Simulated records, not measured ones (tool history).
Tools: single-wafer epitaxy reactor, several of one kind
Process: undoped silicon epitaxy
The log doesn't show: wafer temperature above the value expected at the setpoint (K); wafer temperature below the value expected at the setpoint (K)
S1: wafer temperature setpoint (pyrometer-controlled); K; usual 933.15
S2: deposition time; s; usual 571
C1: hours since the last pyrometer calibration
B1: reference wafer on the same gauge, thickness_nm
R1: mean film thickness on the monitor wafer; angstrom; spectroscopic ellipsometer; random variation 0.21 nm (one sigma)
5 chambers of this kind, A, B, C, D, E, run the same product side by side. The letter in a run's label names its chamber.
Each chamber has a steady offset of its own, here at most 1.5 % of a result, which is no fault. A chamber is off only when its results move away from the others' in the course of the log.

| run | hour | S1 | S2 | C1 | B1 | R1 |
|---|---|---|---|---|---|---|
| 1A | 9.7 | 933.15 | 571 | 1686.6 | 120.01 | 1188.6 |
| 2B | 15.5 | 933.15 | 571 | 381.3 | 120.03 | 1192.5 |
| 3D | 21.5 | 933.15 | 571 | 361.1 | 120.02 | 1204.5 |
| 4C | 30 | 933.15 | 571 | 160 | 120.03 | 1191.2 |
| 5E | 42 | 933.15 | 571 | 1368 | 120.13 | 1200.3 |
| 6B | 51.7 | 933.15 | 678 | 417.5 | 120.18 | 1419.7 |
| 7D | 62.1 | 933.15 | 678 | 401.7 | 120.18 | 1436.3 |
| 8E | 73.7 | 933.15 | 678 | 1399.7 | 120.28 | 1423.4 |
| 9A | 84.9 | 933.15 | 678 | 1761.8 | 120.26 | 1416.8 |
| 10C | 93.3 | 933.15 | 678 | 223.3 | 120.28 | 1413.4 |
| 11E | 100.9 | 933.15 | 571 | 1426.9 | 120.3 | 1201.4 |
| 12B | 106.8 | 933.15 | 571 | 472.6 | 120.35 | 1195.4 |
| 13A | 116.9 | 933.15 | 571 | 1793.8 | 120.43 | 1193.5 |
| 14D | 126.8 | 924.15 | 571 | 466.4 | 120.4 | 995.16 |
| 15C | 137.7 | 924.15 | 571 | 267.7 | 120.47 | 981.36 |
| 16E | 148.9 | 924.15 | 571 | 1474.9 | 120.48 | 985.63 |
| 17D | 154.5 | 924.15 | 571 | 494.1 | 120.46 | 998.16 |
| 18C | 166.6 | 924.15 | 571 | 296.6 | 120.49 | 981.94 |
| 19B | 172.8 | 933.15 | 571 | 538.6 | 120.51 | 1196.1 |
| 20A | 180.1 | 933.15 | 571 | 1857 | 120.56 | 1198 |
| 21C | 190.9 | 933.15 | 571 | 320.9 | 120.57 | 1195.9 |
| 22D | 199.7 | 933.15 | 571 | 539.3 | 120.65 | 1204.9 |
| 23E | 205.6 | 933.15 | 571 | 1531.6 | 120.66 | 1200.9 |
| 24A | 216 | 933.15 | 571 | 1892.9 | 120.68 | 1199.3 |
| 25B | 221.8 | 919.15 | 571 | 587.6 | 120.71 | 884.46 |
| 26A | 234.4 | 919.15 | 571 | 1911.3 | 120.69 | 885.4 |
| 27C | 240.9 | 919.15 | 571 | 370.9 | 120.8 | 880.14 |
| 28D | 247.6 | 919.15 | 571 | 587.2 | 120.78 | 898.1 |
| 29B | 255.4 | 919.15 | 571 | 621.2 | 120.76 | 882.84 |
| 30E | 261.9 | 933.15 | 571 | 1587.9 | 120.77 | 1206.6 |

All 5 chambers run these settings next. Forecast each chamber's results:
| 31A | 271.3 | 933.15 | 571 |  |  | ? |
| 31B | 271.3 | 933.15 | 571 |  |  | ? |
| 31C | 271.3 | 933.15 | 571 |  |  | ? |
| 31D | 271.3 | 933.15 | 571 |  |  | ? |
| 31E | 271.3 | 933.15 | 571 |  |  | ? |

| run | R1 |
|---|---|
| 31A | 1204.7 |
| 31B | 1203 |
| 31C | 1195.4 |
| 31D | 1212.5 |
| 31E | 1209 |
